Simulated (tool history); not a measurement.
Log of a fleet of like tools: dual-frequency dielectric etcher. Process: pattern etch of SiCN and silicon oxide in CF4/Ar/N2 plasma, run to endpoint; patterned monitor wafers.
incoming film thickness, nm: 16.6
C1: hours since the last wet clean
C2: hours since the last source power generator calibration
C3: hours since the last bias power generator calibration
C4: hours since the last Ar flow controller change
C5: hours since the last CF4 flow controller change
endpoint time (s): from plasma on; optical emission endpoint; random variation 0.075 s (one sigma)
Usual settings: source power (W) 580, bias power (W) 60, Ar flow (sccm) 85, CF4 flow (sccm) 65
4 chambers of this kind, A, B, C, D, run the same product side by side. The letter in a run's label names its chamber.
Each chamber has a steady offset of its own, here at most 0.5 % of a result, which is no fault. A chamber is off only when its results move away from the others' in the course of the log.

run 1B hour=7.4 | source_power_(W)=580 bias_power_(W)=60 Ar_flow_(sccm)=85 CF4_flow_(sccm)=65 | C1=295.3 C2=380 C3=1657.5 C4=2461.4 C5=2273.1 | endpoint_time_(s)=16.094
run 2D hour=14.4 | source_power_(W)=580 bias_power_(W)=60 Ar_flow_(sccm)=85 CF4_flow_(sccm)=65 | C1=111.3 C2=2519.4 C3=689.8 C4=158.9 C5=1578.1 | endpoint_time_(s)=16.182
run 3A hour=23 | source_power_(W)=580 bias_power_(W)=60 Ar_flow_(sccm)=85 CF4_flow_(sccm)=65 | C1=290.4 C2=1507.8 C3=3117 C4=3730.7 C5=2723.8 | endpoint_time_(s)=16.107
run 4C hour=33.8 | source_power_(W)=580 bias_power_(W)=60 Ar_flow_(sccm)=85 CF4_flow_(sccm)=65 | C1=397.6 C2=1976.6 C3=439.4 C4=2110.8 C5=3649.6 | endpoint_time_(s)=16.053
run 5C hour=45.8 | source_power_(W)=580 bias_power_(W)=60 Ar_flow_(sccm)=85 CF4_flow_(sccm)=65 | C1=409.6 C2=1988.6 C3=451.4 C4=2122.8 C5=3661.6 | endpoint_time_(s)=16.117
run 6D hour=53.1 | source_power_(W)=580 bias_power_(W)=60 Ar_flow_(sccm)=85 CF4_flow_(sccm)=65 | C1=150 C2=2558.1 C3=728.5 C4=197.6 C5=1616.8 | endpoint_time_(s)=16.201
run 7B hour=61.5 | source_power_(W)=580 bias_power_(W)=60 Ar_flow_(sccm)=85 CF4_flow_(sccm)=65 | C1=349.4 C2=434.1 C3=1711.6 C4=2515.5 C5=2327.2 | endpoint_time_(s)=16.066
run 8A hour=69.1 | source_power_(W)=580 bias_power_(W)=60 Ar_flow_(sccm)=85 CF4_flow_(sccm)=65 | C1=336.5 C2=1553.9 C3=3163.1 C4=3776.8 C5=2769.9 | endpoint_time_(s)=16.097
run 9D hour=75.9 | source_power_(W)=580 bias_power_(W)=60 Ar_flow_(sccm)=85 CF4_flow_(sccm)=65 | C1=172.8 C2=2580.9 C3=751.3 C4=220.4 C5=1639.6 | endpoint_time_(s)=16.11
run 10A hour=88.2 | source_power_(W)=580 bias_power_(W)=60 Ar_flow_(sccm)=85 CF4_flow_(sccm)=65 | C1=355.6 C2=1573 C3=3182.2 C4=3795.9 C5=2789 | endpoint_time_(s)=16.274
run 11C hour=94 | source_power_(W)=580 bias_power_(W)=60 Ar_flow_(sccm)=85 CF4_flow_(sccm)=65 | C1=457.8 C2=2036.8 C3=499.6 C4=2171 C5=3709.8 | endpoint_time_(s)=16.177
run 12B hour=105.1 | source_power_(W)=580 bias_power_(W)=74 Ar_flow_(sccm)=85 CF4_flow_(sccm)=65 | C1=393 C2=477.7 C3=1755.2 C4=2559.1 C5=2370.8 | endpoint_time_(s)=14.92
run 13B hour=115.6 | source_power_(W)=580 bias_power_(W)=74 Ar_flow_(sccm)=85 CF4_flow_(sccm)=65 | C1=403.5 C2=488.2 C3=1765.7 C4=2569.6 C5=2381.3 | endpoint_time_(s)=14.891
run 14A hour=124.1 | source_power_(W)=580 bias_power_(W)=74 Ar_flow_(sccm)=85 CF4_flow_(sccm)=65 | C1=391.5 C2=1608.9 C3=3218.1 C4=3831.8 C5=2824.9 | endpoint_time_(s)=15
run 15D hour=131.2 | source_power_(W)=580 bias_power_(W)=74 Ar_flow_(sccm)=85 CF4_flow_(sccm)=65 | C1=228.1 C2=2636.2 C3=806.6 C4=275.7 C5=1694.9 | endpoint_time_(s)=15.068
run 16C hour=137.3 | source_power_(W)=580 bias_power_(W)=60 Ar_flow_(sccm)=85 CF4_flow_(sccm)=65 | C1=501.1 C2=2080.1 C3=542.9 C4=2214.3 C5=3753.1 | endpoint_time_(s)=16.267
run 17A hour=147.2 | source_power_(W)=460 bias_power_(W)=60 Ar_flow_(sccm)=85 CF4_flow_(sccm)=65 | C1=414.6 C2=1632 C3=3241.2 C4=3854.9 C5=2848 | endpoint_time_(s)=20.182
run 18C hour=156.5 | source_power_(W)=460 bias_power_(W)=60 Ar_flow_(sccm)=85 CF4_flow_(sccm)=65 | C1=520.3 C2=2099.3 C3=562.1 C4=2233.5 C5=3772.3 | endpoint_time_(s)=19.837
run 19B hour=164.5 | source_power_(W)=460 bias_power_(W)=60 Ar_flow_(sccm)=85 CF4_flow_(sccm)=65 | C1=452.4 C2=537.1 C3=1814.6 C4=2618.5 C5=2430.2 | endpoint_time_(s)=19.374
run 20D hour=173.9 | source_power_(W)=460 bias_power_(W)=60 Ar_flow_(sccm)=85 CF4_flow_(sccm)=65 | C1=270.8 C2=2678.9 C3=849.3 C4=318.4 C5=1737.6 | endpoint_time_(s)=19.885
run 21C hour=184.6 | source_power_(W)=580 bias_power_(W)=60 Ar_flow_(sccm)=85 CF4_flow_(sccm)=71 | C1=548.4 C2=2127.4 C3=590.2 C4=2261.6 C5=3800.4 | endpoint_time_(s)=16.053
run 22B hour=195.4 | source_power_(W)=580 bias_power_(W)=60 Ar_flow_(sccm)=85 CF4_flow_(sccm)=71 | C1=483.3 C2=568 C3=1845.5 C4=2649.4 C5=2461.1 | endpoint_time_(s)=15.554
run 23D hour=202.2 | source_power_(W)=580 bias_power_(W)=60 Ar_flow_(sccm)=85 CF4_flow_(sccm)=71 | C1=299.1 C2=2707.2 C3=877.6 C4=346.7 C5=1765.9 | endpoint_time_(s)=15.869
run 24A hour=212.4 | source_power_(W)=580 bias_power_(W)=60 Ar_flow_(sccm)=85 CF4_flow_(sccm)=71 | C1=479.8 C2=1697.2 C3=3306.4 C4=3920.1 C5=2913.2 | endpoint_time_(s)=15.984
-- hour=213.4 chamber A: wet clean of the chamber
run 25D hour=222.2 | source_power_(W)=580 bias_power_(W)=60 Ar_flow_(sccm)=85 CF4_flow_(sccm)=65 | C1=319.1 C2=2727.2 C3=897.6 C4=366.7 C5=1785.9 | endpoint_time_(s)=16.107
run 26A hour=228.9 | source_power_(W)=520 bias_power_(W)=60 Ar_flow_(sccm)=85 CF4_flow_(sccm)=65 | C1=15.6 C2=1713.7 C3=3322.9 C4=3936.6 C5=2929.7 | endpoint_time_(s)=17.86
run 27B hour=236 | source_power_(W)=520 bias_power_(W)=60 Ar_flow_(sccm)=85 CF4_flow_(sccm)=65 | C1=523.9 C2=608.6 C3=1886.1 C4=2690 C5=2501.7 | endpoint_time_(s)=17.561
run 28C hour=242.4 | source_power_(W)=520 bias_power_(W)=60 Ar_flow_(sccm)=85 CF4_flow_(sccm)=65 | C1=606.2 C2=2185.2 C3=648 C4=2319.4 C5=3858.2 | endpoint_time_(s)=17.741
-- hour=246 chamber C: wet clean of the chamber
run 29A hour=254.9 | source_power_(W)=520 bias_power_(W)=60 Ar_flow_(sccm)=85 CF4_flow_(sccm)=65 | C1=41.6 C2=1739.7 C3=3348.9 C4=3962.6 C5=2955.7 | endpoint_time_(s)=17.926
run 30B hour=264.3 | source_power_(W)=580 bias_power_(W)=60 Ar_flow_(sccm)=85 CF4_flow_(sccm)=65 | C1=552.2 C2=636.9 C3=1914.4 C4=2718.3 C5=2530 | endpoint_time_(s)=15.65
-- hour=265.3 chamber D: wet clean of the chamber
run 31C hour=274.2 | source_power_(W)=580 bias_power_(W)=60 Ar_flow_(sccm)=85 CF4_flow_(sccm)=65 | C1=28.3 C2=2217 C3=679.8 C4=2351.2 C5=3890 | endpoint_time_(s)=16.24
run 32D hour=283.1 | source_power_(W)=580 bias_power_(W)=60 Ar_flow_(sccm)=85 CF4_flow_(sccm)=65 | C1=17.8 C2=2788.1 C3=958.5 C4=427.6 C5=1846.8 | endpoint_time_(s)=16.275
run 33B hour=290 | source_power_(W)=580 bias_power_(W)=60 Ar_flow_(sccm)=85 CF4_flow_(sccm)=65 | C1=577.9 C2=662.6 C3=1940.1 C4=2744 C5=2555.7 | endpoint_time_(s)=15.858
run 34C hour=296.5 | source_power_(W)=580 bias_power_(W)=60 Ar_flow_(sccm)=85 CF4_flow_(sccm)=65 | C1=50.6 C2=2239.3 C3=702.1 C4=2373.5 C5=3912.3 | endpoint_time_(s)=16.153
run 35A hour=307 | source_power_(W)=580 bias_power_(W)=60 Ar_flow_(sccm)=85 CF4_flow_(sccm)=65 | C1=93.7 C2=1791.8 C3=3401 C4=4014.7 C5=3007.8 | endpoint_time_(s)=16.166
run 36D hour=317.5 | source_power_(W)=580 bias_power_(W)=60 Ar_flow_(sccm)=85 CF4_flow_(sccm)=65 | C1=52.2 C2=2822.5 C3=992.9 C4=462 C5=1881.2 | endpoint_time_(s)=16.196
run 37A hour=324.2 | source_power_(W)=580 bias_power_(W)=60 Ar_flow_(sccm)=85 CF4_flow_(sccm)=65 | C1=110.9 C2=1809 C3=3418.2 C4=4031.9 C5=3025 | endpoint_time_(s)=16.281
run 38B hour=333.7 | source_power_(W)=580 bias_power_(W)=60 Ar_flow_(sccm)=85 CF4_flow_(sccm)=65 | C1=621.6 C2=706.3 C3=1983.8 C4=2787.7 C5=2599.4 | endpoint_time_(s)=15.609
run 39D hour=341.1 | source_power_(W)=580 bias_power_(W)=60 Ar_flow_(sccm)=85 CF4_flow_(sccm)=65 | C1=75.8 C2=2846.1 C3=1016.5 C4=485.6 C5=1904.8 | endpoint_time_(s)=16.194
run 40C hour=351.8 | source_power_(W)=580 bias_power_(W)=60 Ar_flow_(sccm)=85 CF4_flow_(sccm)=65 | C1=105.9 C2=2294.6 C3=757.4 C4=2428.8 C5=3967.6 | endpoint_time_(s)=16.189

All 4 chambers run these settings next. Forecast each chamber's results:
run 41A hour=360.7 | source_power_(W)=580 bias_power_(W)=60 Ar_flow_(sccm)=72 CF4_flow_(sccm)=65 | endpoint_time_(s)=?
run 41B hour=360.7 | source_power_(W)=580 bias_power_(W)=60 Ar_flow_(sccm)=72 CF4_flow_(sccm)=65 | endpoint_time_(s)=?
run 41C hour=360.7 | source_power_(W)=580 bias_power_(W)=60 Ar_flow_(sccm)=72 CF4_flow_(sccm)=65 | endpoint_time_(s)=?
run 41D hour=360.7 | source_power_(W)=580 bias_power_(W)=60 Ar_flow_(sccm)=72 CF4_flow_(sccm)=65 | endpoint_time_(s)=?

run=41A endpoint_time_(s)=15.924
run=41B endpoint_time_(s)=15.246
run=41C endpoint_time_(s)=15.712
run=41D endpoint_time_(s)=15.733

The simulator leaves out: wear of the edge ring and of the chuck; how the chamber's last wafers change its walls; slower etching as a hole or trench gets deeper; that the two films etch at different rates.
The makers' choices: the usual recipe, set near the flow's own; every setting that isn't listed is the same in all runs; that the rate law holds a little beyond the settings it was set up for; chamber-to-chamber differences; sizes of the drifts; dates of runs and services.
